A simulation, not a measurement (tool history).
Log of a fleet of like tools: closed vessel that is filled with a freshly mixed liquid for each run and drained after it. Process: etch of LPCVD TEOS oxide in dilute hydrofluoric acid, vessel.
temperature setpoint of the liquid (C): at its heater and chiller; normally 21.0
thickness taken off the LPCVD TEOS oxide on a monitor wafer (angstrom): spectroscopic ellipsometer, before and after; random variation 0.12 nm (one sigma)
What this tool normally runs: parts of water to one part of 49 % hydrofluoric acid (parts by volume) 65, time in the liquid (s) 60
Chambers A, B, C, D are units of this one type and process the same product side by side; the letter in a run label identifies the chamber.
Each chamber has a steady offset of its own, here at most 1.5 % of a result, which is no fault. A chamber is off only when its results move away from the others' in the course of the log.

| run | hour | temperature setpoint of the liquid (C) | parts of water to one part of 49 % hydrofluoric acid (parts by volume) | time in the liquid (s) | hours since the thermometer was replaced | hours since the hydrofluoric acid flow meter was replaced | read-back film thickness of the LPCVD TEOS oxide reference wafer, read on the same gauge (nm) | thickness taken off the LPCVD TEOS oxide on a monitor wafer (angstrom) |
|---|---|---|---|---|---|---|---|---|
|  | 0.9 | chamber B: thermometer replaced |
| 1D | 7.3 | 21.0 | 65 | 60 | 246.1 | 998.5 | 100.000 | 143.060 |
| 2C | 15.3 | 21.0 | 65 | 60 | 1377.1 | 1854.3 | 100.010 | 145.900 |
| 3A | 18.9 | 21.0 | 65 | 60 | 63.7 | 634.4 | 100.010 | 143.040 |
| 4B | 26.7 | 21.0 | 65 | 60 | 25.9 | 60.9 | 99.981 | 140.350 |
| 5D | 31.9 | 21.0 | 65 | 60 | 270.7 | 1023.1 | 99.999 | 146.690 |
| 6C | 37.5 | 21.0 | 65 | 60 | 1399.3 | 1876.5 | 99.972 | 143.240 |
| 7B | 43.8 | 21.0 | 65 | 60 | 43.0 | 78.0 | 99.994 | 141.680 |
| 8A | 49.6 | 21.0 | 65 | 60 | 94.4 | 665.1 | 99.981 | 142.450 |
| 9A | 57.6 | 21.0 | 65 | 60 | 102.4 | 673.1 | 100.000 | 144.320 |
| 10C | 65.7 | 21.0 | 65 | 60 | 1427.5 | 1904.7 | 100.000 | 147.360 |
| 11D | 71.3 | 21.0 | 65 | 60 | 310.1 | 1062.5 | 100.000 | 143.000 |
| 12B | 78.8 | 21.0 | 65 | 60 | 78.0 | 113.0 | 100.020 | 142.870 |
| 13D | 86.0 | 21.0 | 65 | 60 | 324.8 | 1077.2 | 100.020 | 146.380 |
| 14C | 92.5 | 25.5 | 65 | 60 | 1454.3 | 1931.5 | 99.998 | 173.430 |
| 15A | 96.2 | 25.5 | 65 | 60 | 141.0 | 711.7 | 100.010 | 172.910 |
| 16B | 104.5 | 25.5 | 65 | 60 | 103.7 | 138.7 | 99.997 | 169.730 |
| 17C | 109.2 | 25.5 | 65 | 60 | 1471.0 | 1948.2 | 100.000 | 174.130 |
| 18B | 114.5 | 21.0 | 65 | 60 | 113.7 | 148.7 | 99.992 | 142.900 |
| 19A | 118.1 | 21.0 | 65 | 60 | 162.9 | 733.6 | 100.010 | 143.330 |
| 20D | 123.1 | 21.0 | 65 | 60 | 361.9 | 1114.3 | 99.986 | 148.800 |
| 21D | 128.6 | 21.0 | 65 | 60 | 367.4 | 1119.8 | 99.975 | 148.970 |
| 22C | 136.8 | 21.0 | 65 | 60 | 1498.6 | 1975.8 | 100.020 | 143.940 |
| 23A | 140.6 | 21.0 | 65 | 60 | 185.4 | 756.1 | 99.984 | 144.320 |
| 24B | 147.2 | 21.0 | 65 | 60 | 146.4 | 181.4 | 100.010 | 141.120 |
| 25A | 154.0 | 21.0 | 65 | 60 | 198.8 | 769.5 | 99.991 | 141.560 |
| 26D | 159.9 | 21.0 | 65 | 60 | 398.7 | 1151.1 | 100.000 | 151.050 |
|  | 166.7 | chamber C: hydrofluoric acid flow meter replaced |
| 27B | 167.8 | 21.0 | 65 | 60 | 167.0 | 202.0 | 100.010 | 141.160 |
| 28C | 172.9 | 21.0 | 65 | 60 | 1534.7 | 6.3 | 99.994 | 143.100 |
| 29D | 177.5 | 21.0 | 65 | 60 | 416.3 | 1168.7 | 99.992 | 153.350 |
| 30B | 184.9 | 21.0 | 65 | 60 | 184.1 | 219.1 | 99.991 | 142.780 |
| 31A | 189.2 | 21.0 | 65 | 60 | 234.0 | 804.7 | 99.982 | 144.810 |
| 32C | 194.8 | 21.0 | 65 | 60 | 1556.6 | 28.2 | 100.010 | 146.910 |
| 33A | 202.1 | 21.0 | 65 | 60 | 246.9 | 817.6 | 100.020 | 145.210 |
| 34B | 210.0 | 21.0 | 65 | 60 | 209.2 | 244.2 | 100.000 | 142.720 |

All 4 chambers run these settings next. Forecast each chamber's results:
| 35A | 215.9 | 21.0 | 65 | 30 |  |  |  | ? |
| 35B | 215.9 | 21.0 | 65 | 30 |  |  |  | ? |
| 35C | 215.9 | 21.0 | 65 | 30 |  |  |  | ? |
| 35D | 215.9 | 21.0 | 65 | 30 |  |  |  | ? |

| run | thickness taken off the LPCVD TEOS oxide on a monitor wafer (angstrom) |
|---|---|
| 35A | 71.701 |
| 35B | 71.556 |
| 35C | 71.829 |
| 35D | 78.157 |
